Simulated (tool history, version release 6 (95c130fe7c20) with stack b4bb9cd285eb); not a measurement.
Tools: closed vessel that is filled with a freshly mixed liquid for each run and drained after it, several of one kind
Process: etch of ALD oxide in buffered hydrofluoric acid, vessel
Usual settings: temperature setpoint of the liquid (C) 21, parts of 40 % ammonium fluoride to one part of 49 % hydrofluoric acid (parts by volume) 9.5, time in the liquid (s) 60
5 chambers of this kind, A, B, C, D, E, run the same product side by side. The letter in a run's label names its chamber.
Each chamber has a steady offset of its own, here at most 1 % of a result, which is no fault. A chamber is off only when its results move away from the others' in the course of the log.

run,hour,temperature setpoint of the liquid (C),parts of 40 % ammonium fluoride to one part of 49 % hydrofluoric acid (parts by volume),time in the liquid (s),"read-back film thickness of the ALD oxide reference wafer, read on the same gauge (nm)",thickness taken off the ALD oxide on a monitor wafer (nm)
1B,12.2,21,9.5,60,49.963,73.843
2D,23.4,21,9.5,60,50.033,74.727
3C,35.5,21,9.5,60,49.999,73.465
4E,46.6,21,9.5,60,49.972,74.473
5A,58.2,21,9.5,60,49.971,74.246
6C,67.2,21,9.5,60,50.021,74.888
7A,78.7,21,9.5,60,50.025,73.48
8E,84.6,21,9.5,60,50.001,74.541
9D,97,21,9.5,60,50.023,74.109
10B,104.1,21,9.5,60,50.061,74.315
11E,110.8,21,9.5,60,50.004,75.026
12C,123.2,21,9.5,60,49.986,73.695
13A,129.1,21,9.5,60,49.947,73.691
14B,140.6,21,12,60,49.963,59.712
15D,147.9,21,12,60,49.991,60.236
16E,159.9,21,12,60,49.999,60.78
17D,169,21,12,60,49.994,60.028
18C,177,21,12,60,49.968,58.961
19B,188.1,21,9.5,60,50.022,74.223
20A,198.3,21,9.5,60,50.022,73.958
21A,209.7,21,9.5,60,50,73.596
22E,219.8,21,9.5,60,49.939,73.915
23B,228.4,21,9.5,60,50.032,74.575
24D,238,21,9.5,60,50.034,73.933
25C,248,21,12.5,50,49.985,47.76
26A,258.6,21,12.5,50,50.003,47.702
27B,265.6,21,12.5,50,49.998,48.611
28C,275.1,21,12.5,50,49.944,47.649
29E,285.4,21,12.5,50,49.983,48.763
30D,294.3,21,9.5,60,50.003,73.121
31D,300,21,9.5,60,50.006,73.937
32C,311.6,21,9.5,60,50.024,73.677
# hour 314.9: chamber A: hydrofluoric acid flow meter replaced
33E,318.2,21,9.5,60,49.986,74.937
34B,326.3,21,12,60,49.974,61.973
35A,337.7,21,12,60,50.009,60.374
36E,350.1,21,12,60,50.04,60.348
# hour 353.7: chamber C: hydrofluoric acid flow meter replaced
37C,358.4,21,12,60,49.972,59.547
38D,368.4,21,12,60,49.996,60.567
39A,377.2,21,9.5,35,50,43.327
40B,385.4,21,9.5,35,49.963,45.604
41A,391.7,21,9.5,35,50.011,42.662

Is one chamber off against the others, does the gauge drift, or is nothing wrong? If a chamber is off, say which, and what the likeliest cause is.

Chamber B drifts away from the others.
Cause: liquid hotter than its thermometer reads (K) = 0.917.
The log may not tell that from: hydrofluoric acid flow above the setpoint (%).

Here are 4 candidates for chamber B's next run, each the usual settings with a change, their results left as question marks. Which one brings its results back in line with what the others give on the usual settings?
In line means no further than this from the other chambers' mean on the usual settings: thickness taken off the ALD oxide on a monitor wafer (nm) 2.4
42B-1,401,22,9.5,60,,?
42B-2,401,20.5,9.5,55,,?
42B-3,401,20,9.5,60,,?
42B-4,401,21,9,65,,?

The other chambers' mean on the usual settings: thickness taken off the ALD oxide on a monitor wafer (nm) 73.995
run,thickness taken off the ALD oxide on a monitor wafer (nm)
42B-1,82.327
42B-2,69.473
42B-3,73.713
42B-4,87.347
42B-3 brings the chamber back in line.

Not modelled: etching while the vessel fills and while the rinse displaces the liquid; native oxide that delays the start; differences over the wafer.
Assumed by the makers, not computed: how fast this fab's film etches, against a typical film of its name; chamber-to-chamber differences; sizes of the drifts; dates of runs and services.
